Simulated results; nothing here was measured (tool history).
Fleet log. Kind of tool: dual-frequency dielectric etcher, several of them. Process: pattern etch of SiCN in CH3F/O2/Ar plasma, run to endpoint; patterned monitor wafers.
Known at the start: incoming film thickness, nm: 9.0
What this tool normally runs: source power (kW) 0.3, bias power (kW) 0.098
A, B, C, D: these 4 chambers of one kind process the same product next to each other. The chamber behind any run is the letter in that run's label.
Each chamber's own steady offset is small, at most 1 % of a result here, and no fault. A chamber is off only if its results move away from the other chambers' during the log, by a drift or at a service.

Run 1D, hour 4.2: usual settings. Result: endpoint time (s) 23.977.
Run 2C, hour 7.9: usual settings. Result: endpoint time (s) 23.854.
Run 3B, hour 14.4: usual settings. Result: endpoint time (s) 23.801.
Run 4A, hour 19.2: usual settings. Result: endpoint time (s) 23.561.
Run 5D, hour 23.3: usual settings but bias power (kW) 0.083. Result: endpoint time (s) 25.563.
Run 6A, hour 26.7: usual settings but bias power (kW) 0.083. Result: endpoint time (s) 25.224.
Run 7C, hour 30.1: usual settings but bias power (kW) 0.083. Result: endpoint time (s) 25.577.
Run 8B, hour 35: usual settings but bias power (kW) 0.083. Result: endpoint time (s) 25.437.
Run 9B, hour 38: usual settings. Result: endpoint time (s) 23.787.
Run 10A, hour 42.8: usual settings. Result: endpoint time (s) 23.88.
At hour 43.2: chamber D: wet clean of the chamber.
Run 11D, hour 49.1: usual settings. Result: endpoint time (s) 24.224.
Run 12C, hour 55.4: usual settings. Result: endpoint time (s) 23.84.
Run 13A, hour 60.2: usual settings. Result: endpoint time (s) 23.57.
Run 14C, hour 63.3: usual settings. Result: endpoint time (s) 24.093.
Run 15D, hour 66.4: usual settings. Result: endpoint time (s) 24.235.
Run 16B, hour 72.5: usual settings. Result: endpoint time (s) 23.834.
Run 17A, hour 78: usual settings. Result: endpoint time (s) 23.952.
Run 18B, hour 83: usual settings. Result: endpoint time (s) 23.703.
Run 19C, hour 89.1: usual settings. Result: endpoint time (s) 23.996.
Run 20D, hour 92.2: usual settings but bias power (kW) 0.088. Result: endpoint time (s) 25.037.
Run 21B, hour 98.4: usual settings but bias power (kW) 0.088. Result: endpoint time (s) 24.798.
Run 22D, hour 103.5: usual settings but bias power (kW) 0.088. Result: endpoint time (s) 25.044.
Run 23C, hour 106.4: usual settings but bias power (kW) 0.088. Result: endpoint time (s) 25.042.
Run 24A, hour 109.3: usual settings. Result: endpoint time (s) 23.733.
At hour 110.5: chamber C: wet clean of the chamber.
Run 25D, hour 115.3: usual settings. Result: endpoint time (s) 24.248.
Run 26A, hour 120.2: usual settings but source power (kW) 0.35, bias power (kW) 0.077. Result: endpoint time (s) 24.544.
Run 27B, hour 125.4: usual settings but source power (kW) 0.35, bias power (kW) 0.077. Result: endpoint time (s) 24.549.
Run 28C, hour 130.9: usual settings but source power (kW) 0.35, bias power (kW) 0.077. Result: endpoint time (s) 24.812.
Run 29B, hour 134: usual settings but source power (kW) 0.35, bias power (kW) 0.077. Result: endpoint time (s) 24.69.
Run 30A, hour 137.6: usual settings. Result: endpoint time (s) 23.824.

For the next run the whole fleet of 4 chambers uses the same settings. Give each chamber's results:
Run 31A, hour 142.4: usual settings. Result: endpoint time (s) ?.
Run 31B, hour 142.4: usual settings. Result: endpoint time (s) ?.
Run 31C, hour 142.4: usual settings. Result: endpoint time (s) ?.
Run 31D, hour 142.4: usual settings. Result: endpoint time (s) ?.

run  endpoint time (s)
31A             23.812
31B             23.616
31C             23.907
31D               23.9

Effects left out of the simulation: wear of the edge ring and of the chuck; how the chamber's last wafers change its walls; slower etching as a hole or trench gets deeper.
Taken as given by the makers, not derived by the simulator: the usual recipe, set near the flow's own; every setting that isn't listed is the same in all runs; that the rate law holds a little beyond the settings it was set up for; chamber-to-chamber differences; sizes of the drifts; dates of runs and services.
